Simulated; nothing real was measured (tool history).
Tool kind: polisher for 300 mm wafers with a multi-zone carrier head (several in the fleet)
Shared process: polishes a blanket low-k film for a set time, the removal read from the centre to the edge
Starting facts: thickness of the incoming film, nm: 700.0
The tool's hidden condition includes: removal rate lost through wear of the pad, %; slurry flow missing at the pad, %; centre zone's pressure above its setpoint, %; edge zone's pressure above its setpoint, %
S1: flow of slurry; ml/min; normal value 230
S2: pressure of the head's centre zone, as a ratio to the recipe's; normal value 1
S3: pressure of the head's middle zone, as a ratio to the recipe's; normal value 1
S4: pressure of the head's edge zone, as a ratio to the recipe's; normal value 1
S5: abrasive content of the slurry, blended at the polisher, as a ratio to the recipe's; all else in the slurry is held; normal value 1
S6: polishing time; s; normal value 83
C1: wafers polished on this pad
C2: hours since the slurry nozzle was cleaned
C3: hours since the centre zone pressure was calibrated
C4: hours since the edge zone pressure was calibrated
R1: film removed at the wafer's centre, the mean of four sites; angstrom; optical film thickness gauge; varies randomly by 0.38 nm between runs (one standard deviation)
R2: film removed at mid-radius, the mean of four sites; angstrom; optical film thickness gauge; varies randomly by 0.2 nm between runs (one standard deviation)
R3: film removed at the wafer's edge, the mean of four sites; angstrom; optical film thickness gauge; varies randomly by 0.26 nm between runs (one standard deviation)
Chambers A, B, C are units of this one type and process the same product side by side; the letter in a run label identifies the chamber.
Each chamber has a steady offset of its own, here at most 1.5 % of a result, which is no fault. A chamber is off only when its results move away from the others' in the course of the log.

run   hour   S1  S2  S3  S4  S5   S6    C1     C2     C3     C4      R1      R2      R3
 1B    4.5  230   1   1   1   1   83  1428   11.4  399.7  395.6  320.21  320.82  324.87
       4.6  -- chamber B: worn pad replaced by a new one
 2A    7.8  230   1   1   1   1   83   872  501.8  764.9  150.4  328.75  325.01  316.41
 3C   12.5  230   1   1   1   1   83   202   36.2  654.2  421.4  315.65  323.04  327.12
      14.2  -- chamber B: edge zone pressure recalibrated
 4A   16.1  230   1   1   1   1   83   971  510.1  773.2  158.7  327.24  321.90  321.81
      17.6  -- chamber A: worn pad replaced by a new one
 5C   20.4  230   1   1   1   1   83   297   44.1  662.1  429.3  317.34  324.98  324.83
 6B   25.0  230   1   1   1   1   83   243   31.9  420.2   10.9  324.72  322.53  323.20
 7B   29.1  230   1   1   1   1   83   292   36.0  424.3   15.0  314.65  323.09  327.78
 8A   33.0  230   1   1   1   1  100   184  527.0  790.1  175.6  391.81  395.42  385.21
 9C   37.1  230   1   1   1   1  100   495   60.8  678.8  446.0  388.11  388.99  393.16
10A   41.1  230   1   1   1   1  100   280  535.1  798.2  183.7  396.70  395.68  384.11
11B   44.3  230   1   1   1   1   83   473   51.2  439.5   30.2  324.54  321.79  325.27
12C   49.1  230   1   1   1   1   83   638   72.8  690.8  458.0  322.39  321.52  323.52
13C   52.9  230   1   1   1   1   83   684   76.6  694.6  461.8  323.65  325.40  327.94
14B   57.3  230   1   1   1   1   83   628   64.2  452.5   43.2  317.81  320.07  324.09
15A   62.0  230   1   1   1   1   83   529  556.0  819.1  204.6  325.73  330.59  316.43
16B   67.5  230   1   1   1   1   83   749   74.4  462.7   53.4  320.15  325.77  327.73
17C   71.4  230   1   1   1   1   83   904   95.1  713.1  480.3  318.84  324.40  325.63
      72.7  -- chamber C: edge zone pressure recalibrated
18A   74.1  230   1   1   1   1   83   673  568.1  831.2  216.7  320.59  327.73  320.03
19C   78.8  230   1   1   1   1   83   992  102.5  720.5    6.1  322.10  325.69  326.86
20B   83.0  230   1   1   1   1   83   934   89.9  478.2   68.9  311.76  322.43  324.70
21A   88.0  230   1   1   1   1   83   839  582.0  845.1  230.6  325.66  326.53  317.71
22B   90.9  230   1   1   1   1   83  1028   97.8  486.1   76.8  316.54  318.40  324.37
      93.2  -- chamber C: worn pad replaced by a new one
23C   93.7  230   1   1   1   1   83     6  117.4  735.4   21.0  321.28  324.00  317.65
24A   99.0  230   1   1   1   1   67   970  593.0  856.1  241.6  261.12  262.44  255.38
     102.7  -- chamber A: worn pad replaced by a new one
25A  103.1  230   1   1   1   1   67     5  597.1  860.2  245.7  263.12  267.44  254.90
26B  107.9  230   1   1   1   1   67  1231  114.8  503.1   93.8  256.14  262.57  258.74
27C  112.8  230   1   1   1   1   83   234  136.5  754.5   40.1  319.96  325.21  323.59
28A  115.5  230   1   1   1   1  100   153  609.5  872.6  258.1  387.30  395.10  381.49
29C  118.5  230   1   1   1   1  100   301  142.2  760.2   45.8  390.32  390.88  397.33

Is one chamber out of step, is the gauge drifting, or do the chambers differ by no more than their own small offsets? For an off chamber, give its letter and the likeliest cause.

Beyond each chamber's small constant offset nothing stands out, and the gauge stays steady.
